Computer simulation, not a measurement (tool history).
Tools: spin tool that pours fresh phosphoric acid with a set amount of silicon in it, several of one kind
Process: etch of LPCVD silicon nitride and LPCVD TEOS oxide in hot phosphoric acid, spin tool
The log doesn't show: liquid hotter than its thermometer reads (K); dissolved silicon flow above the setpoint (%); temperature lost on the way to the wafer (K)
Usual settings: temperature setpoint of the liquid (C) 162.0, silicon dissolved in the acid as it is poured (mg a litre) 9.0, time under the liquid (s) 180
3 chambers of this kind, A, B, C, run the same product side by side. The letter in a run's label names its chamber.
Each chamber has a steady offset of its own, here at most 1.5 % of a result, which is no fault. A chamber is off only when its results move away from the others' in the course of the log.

run	day	temperature setpoint of the liquid (C)	silicon dissolved in the acid as it is poured (mg a litre)	time under the liquid (s)	hours since the thermometer was replaced	hours since the dissolved silicon flow meter was replaced	hours since the heated supply line was repaired	read-back film thickness of the LPCVD silicon nitride reference wafer, read on the same gauge (nm)	read-back film thickness of the LPCVD TEOS oxide reference wafer, read on the same gauge (nm)	thickness taken off the LPCVD silicon nitride on a monitor wafer (angstrom)	thickness taken off the LPCVD TEOS oxide on a monitor wafer (angstrom)
1A	0.512	162.0	9.0	180	1940.7	2365.6	1430.2	30.000	69.994	180.50	8.3871
2C	1.054	162.0	9.0	180	1449.2	264.2	942.9	30.007	69.995	180.25	8.2182
3B	1.638	162.0	9.0	180	677.2	44.0	469.2	29.991	70.008	179.63	7.9183
4A	2.217	162.0	9.0	180	1981.6	2406.5	1471.1	29.994	69.987	182.14	8.2926
5C	2.633	164.5	9.0	180	1487.1	302.1	980.8	29.983	69.969	193.90	9.3884
6B	3.188	164.5	9.0	180	714.4	81.2	506.4	30.001	69.997	192.78	10.5300
7B	3.783	164.5	9.0	180	728.7	95.5	520.7	29.998	69.989	194.19	9.9193
8C	4.133	162.0	9.0	180	1523.1	338.1	1016.8	30.002	70.014	178.72	8.2650
9A	4.625	162.0	9.0	180	2039.4	2464.3	1528.9	29.992	70.008	180.79	8.2413
10A	4.971	162.0	9.0	180	2047.7	2472.6	1537.2	29.991	70.005	179.66	7.9711
11B	5.442	162.0	9.0	180	768.5	135.3	560.5	29.989	70.007	178.97	8.3675
12C	5.812	162.0	9.0	180	1563.4	378.4	1057.1	30.016	70.006	178.52	8.0907
13A	6.392	162.0	9.0	180	2081.8	2506.7	1571.3	29.989	69.985	179.98	8.2044
14C	6.738	162.0	9.0	180	1585.6	400.6	1079.3	29.990	70.008	178.04	8.1625
15B	7.362	162.0	9.0	180	814.6	181.4	606.6	30.001	70.009	177.41	8.6332
16A	7.992	162.0	9.0	180	2120.2	2545.1	1609.7	29.978	69.999	181.02	8.6604
17C	8.296	162.0	9.0	180	1623.0	438.0	1116.7	29.995	70.013	179.49	8.1130
18B	8.717	162.0	9.0	180	847.1	213.9	639.1	29.984	69.996	181.40	8.7112
19C	9.029	162.0	9.0	180	1640.6	455.6	1134.3	30.005	70.002	178.97	7.8199
20A	9.317	162.0	9.0	180	2152.0	2576.9	1641.5	30.013	69.989	181.11	8.1638
21B	9.633	162.0	9.0	180	869.1	235.9	661.1	30.009	69.996	181.13	9.0823
22C	9.925	162.0	9.0	180	1662.1	477.1	1155.8	30.002	70.010	178.65	8.1219
23B	10.546	162.0	9.0	180	891.0	257.8	683.0	29.993	69.983	183.46	8.5520
24A	10.988	162.0	9.0	180	2192.1	2617.0	1681.6	30.012	69.993	180.65	7.7633
25C	11.512	162.0	9.0	180	1700.2	515.2	1193.9	30.009	70.007	178.94	8.4869
26A	11.796	162.0	9.0	180	2211.5	2636.4	1701.0	30.002	70.003	181.00	8.4920
27B	12.117	162.0	9.0	180	928.7	295.5	720.7	30.011	70.004	185.74	8.8204
28C	12.458	162.0	9.0	180	1722.9	537.9	1216.6	29.998	69.991	178.60	8.2429
29A	12.958	162.0	9.0	180	2239.4	2664.3	1728.9	30.008	70.004	179.86	8.2564
30B	13.408	162.0	9.0	180	959.7	326.5	751.7	29.982	69.994	187.04	9.3589
31C	13.854	164.5	14.5	180	1756.4	571.4	1250.1	29.997	70.035	193.63	8.5305
32B	14.233	164.5	14.5	180	979.5	346.3	771.5	29.996	69.988	204.92	9.9065
33A	14.504	164.5	14.5	180	2276.5	2701.4	1766.0	30.007	70.028	195.37	8.7898
34C	14.971	162.0	9.0	225	1783.2	598.2	1276.9	30.018	69.978	224.90	10.3930

What goes on in this fleet: one chamber off, a drifting gauge, or nothing beyond the chambers' own small offsets? Name the chamber and the cause, if any.

Chamber B drifts away from the others.
Cause: liquid hotter than its thermometer reads (K) = 1.64.

Here are 4 candidates for chamber B's next run, each the usual settings with a change, their results left as question marks. Which one brings its results back in line with what the others give on the usual settings?
In line means no further than this from the other chambers' mean on the usual settings: thickness taken off the LPCVD silicon nitride on a monitor wafer (angstrom) 3.00; thickness taken off the LPCVD TEOS oxide on a monitor wafer (angstrom) 1.1000
35B-1	15.421	163.5	4.0	190						?	?
35B-2	15.421	160.5	14.0	170						?	?
35B-3	15.421	161.5	11.0	175						?	?
35B-4	15.421	162.5	7.0	185						?	?

The other chambers' mean on the usual settings: thickness taken off the LPCVD silicon nitride on a monitor wafer (angstrom) 179.55; thickness taken off the LPCVD TEOS oxide on a monitor wafer (angstrom) 8.1636
run	thickness taken off the LPCVD silicon nitride on a monitor wafer (angstrom)	thickness taken off the LPCVD TEOS oxide on a monitor wafer (angstrom)
35B-1	208.89	12.1860
35B-2	169.21	7.0392
35B-3	180.06	8.3670
35B-4	196.81	10.3860
35B-3 brings the chamber back in line.
